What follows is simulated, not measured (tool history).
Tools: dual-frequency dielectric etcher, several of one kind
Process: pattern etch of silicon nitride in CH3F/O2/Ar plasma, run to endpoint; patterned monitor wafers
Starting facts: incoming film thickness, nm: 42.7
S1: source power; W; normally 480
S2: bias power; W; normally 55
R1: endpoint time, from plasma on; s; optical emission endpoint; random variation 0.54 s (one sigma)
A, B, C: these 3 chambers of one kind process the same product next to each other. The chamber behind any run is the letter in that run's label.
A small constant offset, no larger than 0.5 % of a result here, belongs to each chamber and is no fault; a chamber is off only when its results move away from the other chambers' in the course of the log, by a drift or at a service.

Run 1A, day 0.175: usual settings. Result: R1 63.487 s.
Run 2C, day 0.492: usual settings. Result: R1 63.157 s.
Run 3B, day 0.683: usual settings. Result: R1 63.073 s.
Run 4A, day 1.033: usual settings. Result: R1 63.604 s.
Run 5B, day 1.262: usual settings but S1 540 W, S2 60 W. Result: R1 57.319 s.
Run 6C, day 1.567: usual settings but S1 540 W, S2 60 W. Result: R1 58.803 s.
Run 7B, day 1.871: usual settings but S1 540 W, S2 60 W. Result: R1 58.000 s.
Run 8C, day 2.246: usual settings. Result: R1 62.859 s.
Run 9A, day 2.488: usual settings. Result: R1 63.003 s.
Run 10A, day 2.867: usual settings. Result: R1 63.590 s.
Run 11B, day 3.246: usual settings. Result: R1 62.593 s.
Run 12C, day 3.542: usual settings but S1 520 W, S2 49 W. Result: R1 65.647 s.
Run 13B, day 3.846: usual settings but S1 520 W, S2 49 W. Result: R1 63.080 s.
Run 14A, day 4.121: usual settings but S1 520 W, S2 49 W. Result: R1 63.679 s.
Run 15C, day 4.429: usual settings. Result: R1 65.470 s.
Run 16C, day 4.742: usual settings. Result: R1 65.141 s.
Run 17A, day 5.129: usual settings. Result: R1 63.186 s.
Run 18B, day 5.392: usual settings. Result: R1 63.402 s.
Run 19A, day 5.712: usual settings. Result: R1 62.421 s.
Run 20C, day 6.062: usual settings. Result: R1 65.210 s.
Run 21B, day 6.379: usual settings. Result: R1 62.346 s.
Run 22C, day 6.575: usual settings. Result: R1 66.134 s.
At day 6.650: chamber A: wet clean of the chamber.
Run 23A, day 6.796: usual settings. Result: R1 63.254 s.

For the next run the whole fleet of 3 chambers uses the same settings. Give each chamber's results:
Run 24A, day 7.079: usual settings. Result: R1 ?.
Run 24B, day 7.079: usual settings. Result: R1 ?.
Run 24C, day 7.079: usual settings. Result: R1 ?.

run      R1
24A  61.672
24B  63.203
24C  66.192
